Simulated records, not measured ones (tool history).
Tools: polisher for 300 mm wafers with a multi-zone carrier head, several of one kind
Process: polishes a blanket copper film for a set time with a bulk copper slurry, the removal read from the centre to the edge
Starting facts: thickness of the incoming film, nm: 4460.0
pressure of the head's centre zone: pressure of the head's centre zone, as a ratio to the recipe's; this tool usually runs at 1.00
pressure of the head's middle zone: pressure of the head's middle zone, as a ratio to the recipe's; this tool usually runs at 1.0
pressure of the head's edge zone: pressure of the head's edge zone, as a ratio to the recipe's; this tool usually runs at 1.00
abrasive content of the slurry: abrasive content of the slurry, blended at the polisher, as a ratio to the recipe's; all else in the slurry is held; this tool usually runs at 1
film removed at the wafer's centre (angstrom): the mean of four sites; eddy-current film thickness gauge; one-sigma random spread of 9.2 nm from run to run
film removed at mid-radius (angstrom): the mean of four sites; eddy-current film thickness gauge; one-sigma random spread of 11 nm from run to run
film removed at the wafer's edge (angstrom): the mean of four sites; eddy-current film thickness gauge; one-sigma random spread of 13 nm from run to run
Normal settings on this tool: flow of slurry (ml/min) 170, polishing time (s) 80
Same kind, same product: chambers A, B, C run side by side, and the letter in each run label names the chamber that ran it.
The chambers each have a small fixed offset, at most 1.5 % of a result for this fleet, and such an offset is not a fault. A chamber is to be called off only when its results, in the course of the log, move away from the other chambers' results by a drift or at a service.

run,day,flow of slurry (ml/min),pressure of the head's centre zone,pressure of the head's middle zone,pressure of the head's edge zone,abrasive content of the slurry,polishing time (s),wafers polished on this pad,hours since the slurry nozzle was cleaned,hours since the centre zone pressure was calibrated,hours since the edge zone pressure was calibrated,film removed at the wafer's centre (angstrom),film removed at mid-radius (angstrom),film removed at the wafer's edge (angstrom)
# day 0.217: chamber A: slurry nozzle cleaned
1C,0.300,170,1.00,1.0,1.00,1,80,594,415.1,1031.2,346.0,10064.0,10072.0,10388.0
2A,0.629,170,1.00,1.0,1.00,1,80,671,9.9,351.3,716.4,10235.0,10249.0,10329.0
3B,0.900,170,1.00,1.0,1.00,1,80,1035,160.0,166.6,617.7,9833.0,9974.9,10568.0
# day 1.246: chamber C: worn pad replaced by a new one
4B,1.250,170,1.00,1.0,1.00,1,80,1113,168.4,175.0,626.1,10003.0,10174.0,10407.0
5C,1.650,170,1.00,1.0,1.00,1,80,89,447.5,1063.6,378.4,10135.0,10211.0,10206.0
6A,1.904,170,1.00,1.0,1.00,1,80,953,40.5,381.9,747.0,10263.0,10192.0,10425.0
7C,2.308,170,1.00,1.0,1.00,1,80,235,463.3,1079.4,394.2,10196.0,10050.0,10249.0
8B,2.504,170,1.00,1.0,1.00,1,80,1390,198.5,205.1,656.2,9952.3,10134.0,10274.0
9A,2.712,170,1.00,1.0,1.00,1,80,1131,59.9,401.3,766.4,10237.0,10234.0,10483.0
10A,2.954,170,0.96,1.0,1.00,1,80,1185,65.7,407.1,772.2,9832.9,10194.0,10235.0
# day 3.175: chamber B: worn pad replaced by a new one
# day 3.200: chamber A: worn pad replaced by a new one
11B,3.362,170,0.96,1.0,1.00,1,80,42,219.1,225.7,676.8,9687.0,9923.4,10083.0
12C,3.742,170,0.96,1.0,1.00,1,80,552,497.7,1113.8,428.6,9583.9,10121.0,10292.0
13A,4.025,170,1.00,1.0,1.00,1,80,183,91.4,432.8,797.9,10235.0,10145.0,10312.0
14C,4.254,170,1.00,1.0,1.00,1,80,665,510.0,1126.1,440.9,9924.2,10017.0,10368.0
15B,4.654,170,1.00,1.0,1.00,1,80,327,250.1,256.7,707.8,10193.0,10015.0,10374.0
# day 4.742: chamber C: worn pad replaced by a new one
16A,5.062,170,1.00,1.0,1.06,1,80,412,116.3,457.7,822.8,10178.0,10400.0,10505.0
17C,5.388,170,1.00,1.0,1.06,1,80,142,537.2,1153.3,468.1,9884.0,9984.5,10488.0
18B,5.804,170,1.00,1.0,1.06,1,80,582,277.7,284.3,735.4,10104.0,10211.0,10764.0
# day 6.054: chamber B: edge zone pressure recalibrated
19C,6.142,170,1.00,1.0,1.00,1,80,309,555.3,1171.4,486.2,9885.8,9892.0,10132.0
20A,6.538,170,1.00,1.0,1.00,1,80,739,151.7,493.1,858.2,10346.0,10322.0,10297.0
# day 6.646: chamber C: centre zone pressure recalibrated
21B,6.725,170,1.00,1.0,1.00,1,80,786,299.8,306.4,16.2,10213.0,10213.0,10197.0
22C,6.917,170,1.00,1.0,1.00,1,80,481,573.9,6.6,504.8,9817.4,10106.0,10101.0
23B,7.312,135,1.00,1.0,1.00,1,64,915,313.9,320.5,30.3,7724.0,7499.3,8051.7
24A,7.625,135,1.00,1.0,1.00,1,64,979,177.8,519.2,884.3,7963.9,7840.2,7997.6
25C,7.871,135,1.00,1.0,1.00,1,64,692,596.8,29.5,527.7,7282.6,7271.9,7728.3
26B,8.112,170,1.00,1.1,1.00,1,80,1092,333.1,339.7,49.5,10163.0,10815.0,10226.0
27A,8.438,170,1.00,1.1,1.00,1,80,1159,197.3,538.7,903.8,10289.0,11206.0,10282.0
# day 8.554: chamber C: worn pad replaced by a new one
# day 8.642: chamber A: worn pad replaced by a new one
28C,8.754,170,1.00,1.1,1.00,1,80,44,618.0,50.7,548.9,9399.1,10566.0,10077.0
29B,9.125,170,1.00,1.0,1.00,1,80,1316,357.4,364.0,73.8,10019.0,10201.0,10135.0
30A,9.367,170,1.00,1.0,1.00,1,80,161,219.6,561.0,926.1,10072.0,10326.0,10325.0
31C,9.571,170,1.00,1.0,1.00,1,80,225,637.6,70.3,568.5,9638.0,9615.9,9688.1
32A,9.838,170,1.00,1.0,1.00,1,80,265,230.9,572.3,937.4,10246.0,10312.0,10288.0
33B,10.075,170,1.00,1.0,1.00,1,80,1526,380.2,386.8,96.6,10145.0,10169.0,10266.0
# day 10.329: chamber B: worn pad replaced by a new one
34A,10.404,170,1.00,1.0,1.00,1,80,390,244.5,585.9,951.0,10289.0,10239.0,10204.0
35C,10.771,170,1.00,1.0,1.00,1,80,490,666.4,99.1,597.3,9324.1,9343.8,9503.6
36B,11.054,170,1.00,1.0,1.00,1,80,161,403.7,410.3,120.1,10106.0,10229.0,10382.0

Does one chamber stand apart from the rest, does the shared gauge drift, or is all well apart from small per-chamber offsets? Give the chamber and the most likely cause, where there is one.

It is chamber C that slowly wanders off from its peers.
What lies behind it: slurry flow missing at the pad, % = 35.3.

Which of the 4 candidates below, each the usual settings with something changed and its results left as question marks, puts chamber C back in line with what the other chambers give on the usual settings?
A result is in line if it is within this distance of the other chambers' mean on the usual settings: film removed at the wafer's centre (angstrom) 320.0; film removed at mid-radius (angstrom) 370.0; film removed at the wafer's edge (angstrom) 470.0
37C-1,11.358,185,1.05,1.01,0.98,1,91,,,,,?,?,?
37C-2,11.358,175,1.03,1.01,0.99,1,86,,,,,?,?,?
37C-3,11.358,165,0.98,0.99,1.01,1,75,,,,,?,?,?
37C-4,11.358,160,0.96,0.98,1.02,1,70,,,,,?,?,?

The other chambers' mean on the usual settings: film removed at the wafer's centre (angstrom) 10190.0; film removed at mid-radius (angstrom) 10138.0; film removed at the wafer's edge (angstrom) 10292.0
run,film removed at the wafer's centre (angstrom),film removed at mid-radius (angstrom),film removed at the wafer's edge (angstrom)
37C-1,11257.0,10881.0,10945.0
37C-2,10262.0,10147.0,10301.0
37C-3,8336.0,8562.5,8985.9
37C-4,7536.8,7854.8,8384.0
With 37C-2, the chamber falls back in line with the rest.
